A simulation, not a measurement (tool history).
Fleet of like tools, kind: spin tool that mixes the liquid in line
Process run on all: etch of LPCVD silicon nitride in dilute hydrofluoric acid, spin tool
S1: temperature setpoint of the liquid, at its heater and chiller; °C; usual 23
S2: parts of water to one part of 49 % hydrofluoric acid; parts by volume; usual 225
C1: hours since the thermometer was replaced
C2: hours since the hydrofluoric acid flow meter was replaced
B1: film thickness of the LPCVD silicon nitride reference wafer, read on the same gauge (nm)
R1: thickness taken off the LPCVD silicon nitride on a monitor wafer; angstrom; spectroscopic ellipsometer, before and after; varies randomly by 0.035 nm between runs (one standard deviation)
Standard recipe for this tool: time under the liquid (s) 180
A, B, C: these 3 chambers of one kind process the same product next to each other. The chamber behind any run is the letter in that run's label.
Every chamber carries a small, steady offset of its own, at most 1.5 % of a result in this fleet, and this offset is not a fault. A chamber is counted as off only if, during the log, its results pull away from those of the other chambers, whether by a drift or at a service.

{"run": "1C", "hour": 4.6, "S1": 23, "S2": 225, "time under the liquid (s)": 180, "C1": 268.5, "C2": 253.4, "B1": 30.007, "R1": 3.1921}
{"run": "2A", "hour": 8.0, "S1": 23, "S2": 225, "time under the liquid (s)": 180, "C1": 108.3, "C2": 82.4, "B1": 30.029, "R1": 3.2052}
{"run": "3B", "hour": 12.3, "S1": 23, "S2": 225, "time under the liquid (s)": 180, "C1": 233.8, "C2": 950.3, "B1": 29.972, "R1": 3.5334}
{"run": "4A", "hour": 16.4, "S1": 23, "S2": 225, "time under the liquid (s)": 180, "C1": 116.7, "C2": 90.8, "B1": 30.038, "R1": 3.4054}
{"run": "5C", "hour": 19.1, "S1": 23, "S2": 225, "time under the liquid (s)": 180, "C1": 283, "C2": 267.9, "B1": 29.99, "R1": 3.2839}
{"run": "6B", "hour": 21.8, "S1": 23, "S2": 225, "time under the liquid (s)": 180, "C1": 243.3, "C2": 959.8, "B1": 29.958, "R1": 3.5909}
{"run": "7B", "hour": 25.4, "S1": 23, "S2": 225, "time under the liquid (s)": 180, "C1": 246.9, "C2": 963.4, "B1": 29.985, "R1": 3.5344}
{"run": "8A", "hour": 29.0, "S1": 23, "S2": 225, "time under the liquid (s)": 180, "C1": 129.3, "C2": 103.4, "B1": 29.988, "R1": 3.1143}
{"run": "9C", "hour": 32.2, "S1": 23, "S2": 145, "time under the liquid (s)": 180, "C1": 296.1, "C2": 281, "B1": 29.955, "R1": 5.5872}
{"run": "10A", "hour": 37.1, "S1": 23, "S2": 145, "time under the liquid (s)": 180, "C1": 137.4, "C2": 111.5, "B1": 30.03, "R1": 5.4411}
{"run": "11B", "hour": 39.5, "S1": 23, "S2": 145, "time under the liquid (s)": 180, "C1": 261, "C2": 977.5, "B1": 30.047, "R1": 5.2464}
{"run": "12C", "hour": 42.8, "S1": 23, "S2": 225, "time under the liquid (s)": 180, "C1": 306.7, "C2": 291.6, "B1": 30.025, "R1": 3.6996}
{"run": "13B", "hour": 46.4, "S1": 23, "S2": 225, "time under the liquid (s)": 180, "C1": 267.9, "C2": 984.4, "B1": 29.997, "R1": 3.5189}
{"run": "14C", "hour": 49.1, "S1": 23, "S2": 225, "time under the liquid (s)": 180, "C1": 313, "C2": 297.9, "B1": 30.036, "R1": 3.2447}
{"run": "15A", "hour": 53.1, "S1": 23, "S2": 225, "time under the liquid (s)": 180, "C1": 153.4, "C2": 127.5, "B1": 29.994, "R1": 2.9548}
{"run": "16A", "hour": 55.3, "S1": 23, "S2": 225, "time under the liquid (s)": 180, "C1": 155.6, "C2": 129.7, "B1": 30.001, "R1": 2.5661}
{"run": "17B", "hour": 59.6, "S1": 23, "S2": 225, "time under the liquid (s)": 180, "C1": 281.1, "C2": 997.6, "B1": 29.986, "R1": 4.1794}
{"run": "18C", "hour": 63.8, "S1": 26, "S2": 320, "time under the liquid (s)": 180, "C1": 327.7, "C2": 312.6, "B1": 30.003, "R1": 3.2446}
{"run": "19B", "hour": 66.3, "S1": 26, "S2": 320, "time under the liquid (s)": 180, "C1": 287.8, "C2": 1004.3, "B1": 30.028, "R1": 3.016}
{"run": "20A", "hour": 70.1, "S1": 26, "S2": 320, "time under the liquid (s)": 180, "C1": 170.4, "C2": 144.5, "B1": 29.996, "R1": 2.8994}
{"hour": 71.5, "done": "chamber B: hydrofluoric acid flow meter replaced"}
{"run": "21C", "hour": 73.2, "S1": 23, "S2": 225, "time under the liquid (s)": 180, "C1": 337.1, "C2": 322, "B1": 29.999, "R1": 3.744}
{"run": "22A", "hour": 77.6, "S1": 23, "S2": 225, "time under the liquid (s)": 180, "C1": 177.9, "C2": 152, "B1": 29.947, "R1": 3.2919}
{"run": "23C", "hour": 79.8, "S1": 23, "S2": 290, "time under the liquid (s)": 270, "C1": 343.7, "C2": 328.6, "B1": 30.009, "R1": 3.4836}
{"run": "24B", "hour": 83.9, "S1": 23, "S2": 290, "time under the liquid (s)": 270, "C1": 305.4, "C2": 12.4, "B1": 30.007, "R1": 4.097}
{"run": "25B", "hour": 88.4, "S1": 23, "S2": 290, "time under the liquid (s)": 270, "C1": 309.9, "C2": 16.9, "B1": 30.025, "R1": 3.8024}
{"run": "26C", "hour": 91.8, "S1": 23, "S2": 225, "time under the liquid (s)": 180, "C1": 355.7, "C2": 340.6, "B1": 30.044, "R1": 3.6286}
{"run": "27A", "hour": 95.3, "S1": 23, "S2": 225, "time under the liquid (s)": 180, "C1": 195.6, "C2": 169.7, "B1": 30.002, "R1": 3.4359}
{"run": "28B", "hour": 97.9, "S1": 23, "S2": 225, "time under the liquid (s)": 180, "C1": 319.4, "C2": 26.4, "B1": 29.995, "R1": 3.4913}
{"run": "29A", "hour": 102.1, "S1": 23, "S2": 225, "time under the liquid (s)": 180, "C1": 202.4, "C2": 176.5, "B1": 29.977, "R1": 3.631}
{"run": "30C", "hour": 105.6, "S1": 23, "S2": 225, "time under the liquid (s)": 180, "C1": 369.5, "C2": 354.4, "B1": 30.02, "R1": 3.7585}
{"run": "31A", "hour": 110.6, "S1": 23, "S2": 225, "time under the liquid (s)": 180, "C1": 210.9, "C2": 185, "B1": 29.98, "R1": 2.9205}
{"run": "32C", "hour": 113.3, "S1": 23, "S2": 225, "time under the liquid (s)": 180, "C1": 377.2, "C2": 362.1, "B1": 29.993, "R1": 3.5919}
{"run": "33B", "hour": 116.1, "S1": 23, "S2": 225, "time under the liquid (s)": 180, "C1": 337.6, "C2": 44.6, "B1": 30.003, "R1": 3.366}
{"run": "34B", "hour": 119.9, "S1": 23, "S2": 225, "time under the liquid (s)": 180, "C1": 341.4, "C2": 48.4, "B1": 29.982, "R1": 3.4993}
{"run": "35A", "hour": 123.7, "S1": 23, "S2": 225, "time under the liquid (s)": 180, "C1": 224, "C2": 198.1, "B1": 30.007, "R1": 3.1886}
{"run": "36C", "hour": 126.2, "S1": 23, "S2": 225, "time under the liquid (s)": 180, "C1": 390.1, "C2": 375, "B1": 29.997, "R1": 3.3533}
{"run": "37C", "hour": 128.6, "S1": 23, "S2": 225, "time under the liquid (s)": 180, "C1": 392.5, "C2": 377.4, "B1": 29.983, "R1": 3.7418}
{"run": "38A", "hour": 131.1, "S1": 23, "S2": 225, "time under the liquid (s)": 180, "C1": 231.4, "C2": 205.5, "B1": 29.99, "R1": 3.3846}
{"run": "39B", "hour": 135.1, "S1": 26.5, "S2": 270, "time under the liquid (s)": 180, "C1": 356.6, "C2": 63.6, "B1": 30.009, "R1": 4.059}
{"run": "40C", "hour": 138.8, "S1": 26.5, "S2": 270, "time under the liquid (s)": 180, "C1": 402.7, "C2": 387.6, "B1": 30.043, "R1": 3.1353}
{"run": "41B", "hour": 143.3, "S1": 26.5, "S2": 270, "time under the liquid (s)": 180, "C1": 364.8, "C2": 71.8, "B1": 30.017, "R1": 3.8732}

Each of the 3 chambers runs these same settings next. Fill in every chamber's results:
{"run": "42A", "hour": 146.9, "S1": 27, "S2": 225, "time under the liquid (s)": 180, "R1": "?"}
{"run": "42B", "hour": 146.9, "S1": 27, "S2": 225, "time under the liquid (s)": 180, "R1": "?"}
{"run": "42C", "hour": 146.9, "S1": 27, "S2": 225, "time under the liquid (s)": 180, "R1": "?"}

run=42A R1=4.807
run=42B R1=5.1408
run=42C R1=4.4939
